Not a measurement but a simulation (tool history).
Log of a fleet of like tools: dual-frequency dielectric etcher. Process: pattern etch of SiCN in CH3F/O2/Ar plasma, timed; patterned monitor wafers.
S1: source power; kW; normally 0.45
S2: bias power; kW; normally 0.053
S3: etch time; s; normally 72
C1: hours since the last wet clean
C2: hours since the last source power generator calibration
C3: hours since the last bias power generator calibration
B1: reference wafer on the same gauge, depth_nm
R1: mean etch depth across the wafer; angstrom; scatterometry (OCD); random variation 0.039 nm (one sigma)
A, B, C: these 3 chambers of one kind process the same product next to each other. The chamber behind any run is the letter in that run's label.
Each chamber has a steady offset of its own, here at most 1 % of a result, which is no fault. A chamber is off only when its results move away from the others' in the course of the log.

| run | hour | S1 | S2 | S3 | C1 | C2 | C3 | B1 | R1 |
|---|---|---|---|---|---|---|---|---|---|
| 1C | 6.3 | 0.45 | 0.053 | 72 | 71.7 | 1485 | 1422.8 | 28.396 | 257.28 |
| 2B | 12.1 | 0.45 | 0.053 | 72 | 55.4 | 693.9 | 1735.8 | 28.39 | 256.61 |
| 3A | 17.5 | 0.45 | 0.053 | 72 | 465.5 | 478 | 973.9 | 28.381 | 253.46 |
| 4B | 22.5 | 0.45 | 0.053 | 72 | 65.8 | 704.3 | 1746.2 | 28.374 | 257.54 |
| 5A | 28 | 0.45 | 0.053 | 72 | 476 | 488.5 | 984.4 | 28.381 | 254.02 |
| 6C | 33.5 | 0.45 | 0.043 | 61 | 98.9 | 1512.2 | 1450 | 28.367 | 203.43 |
| 7A | 40.3 | 0.45 | 0.043 | 61 | 488.3 | 500.8 | 996.7 | 28.373 | 201.22 |
| 8B | 46.1 | 0.45 | 0.043 | 61 | 89.4 | 727.9 | 1769.8 | 28.353 | 204.07 |
| 9C | 52.4 | 0.52 | 0.062 | 72 | 117.8 | 1531.1 | 1468.9 | 28.339 | 286.08 |
| 10A | 57.3 | 0.52 | 0.062 | 72 | 505.3 | 517.8 | 1013.7 | 28.344 | 282.88 |
| 11B | 65.4 | 0.52 | 0.062 | 72 | 108.7 | 747.2 | 1789.1 | 28.34 | 285.66 |
| 12C | 69.2 | 0.45 | 0.053 | 72 | 134.6 | 1547.9 | 1485.7 | 28.346 | 255.99 |
| 13A | 76.5 | 0.45 | 0.053 | 72 | 524.5 | 537 | 1032.9 | 28.327 | 253.42 |
| 14C | 84.4 | 0.45 | 0.053 | 72 | 149.8 | 1563.1 | 1500.9 | 28.32 | 255.74 |
| 15B | 91.4 | 0.42 | 0.047 | 72 | 134.7 | 773.2 | 1815.1 | 28.316 | 239.7 |
| 16A | 98 | 0.42 | 0.047 | 72 | 546 | 558.5 | 1054.4 | 28.308 | 237.49 |
| 17B | 102.5 | 0.42 | 0.047 | 72 | 145.8 | 784.3 | 1826.2 | 28.304 | 240.04 |
| 18C | 110.3 | 0.45 | 0.053 | 72 | 175.7 | 1589 | 1526.8 | 28.308 | 255.66 |
| 19B | 117.5 | 0.45 | 0.053 | 72 | 160.8 | 799.3 | 1841.2 | 28.297 | 256.03 |
| 20C | 124.7 | 0.45 | 0.053 | 72 | 190.1 | 1603.4 | 1541.2 | 28.289 | 256.59 |
| 21A | 132.7 | 0.45 | 0.04 | 86.5 | 580.7 | 593.2 | 1089.1 | 28.272 | 277.31 |
| 22B | 138.1 | 0.45 | 0.04 | 86.5 | 181.4 | 819.9 | 1861.8 | 28.274 | 281.47 |
| 23A | 145.6 | 0.45 | 0.04 | 86.5 | 593.6 | 606.1 | 1102 | 28.269 | 277.8 |
| 24C | 150.9 | 0.45 | 0.053 | 72 | 216.3 | 1629.6 | 1567.4 | 28.254 | 256.1 |
| 25B | 155.7 | 0.45 | 0.053 | 72 | 199 | 837.5 | 1879.4 | 28.249 | 255.47 |
| 26C | 163.1 | 0.45 | 0.053 | 72 | 228.5 | 1641.8 | 1579.6 | 28.251 | 255.6 |
| 27A | 167.1 | 0.45 | 0.053 | 72 | 615.1 | 627.6 | 1123.5 | 28.248 | 252.62 |
| 28C | 174.8 | 0.53 | 0.053 | 84 | 240.2 | 1653.5 | 1591.3 | 28.232 | 316.96 |
| 29B | 179 | 0.53 | 0.053 | 84 | 222.3 | 860.8 | 1902.7 | 28.233 | 317.32 |
| 30A | 186.1 | 0.53 | 0.053 | 84 | 634.1 | 646.6 | 1142.5 | 28.225 | 313.55 |

Next, every chamber runs the same settings. What will each give?
| 31A | 192.2 | 0.45 | 0.053 | 72 |  |  |  |  | ? |
| 31B | 192.2 | 0.45 | 0.053 | 72 |  |  |  |  | ? |
| 31C | 192.2 | 0.45 | 0.053 | 72 |  |  |  |  | ? |

| run | R1 |
|---|---|
| 31A | 252.37 |
| 31B | 255.39 |
| 31C | 255.32 |
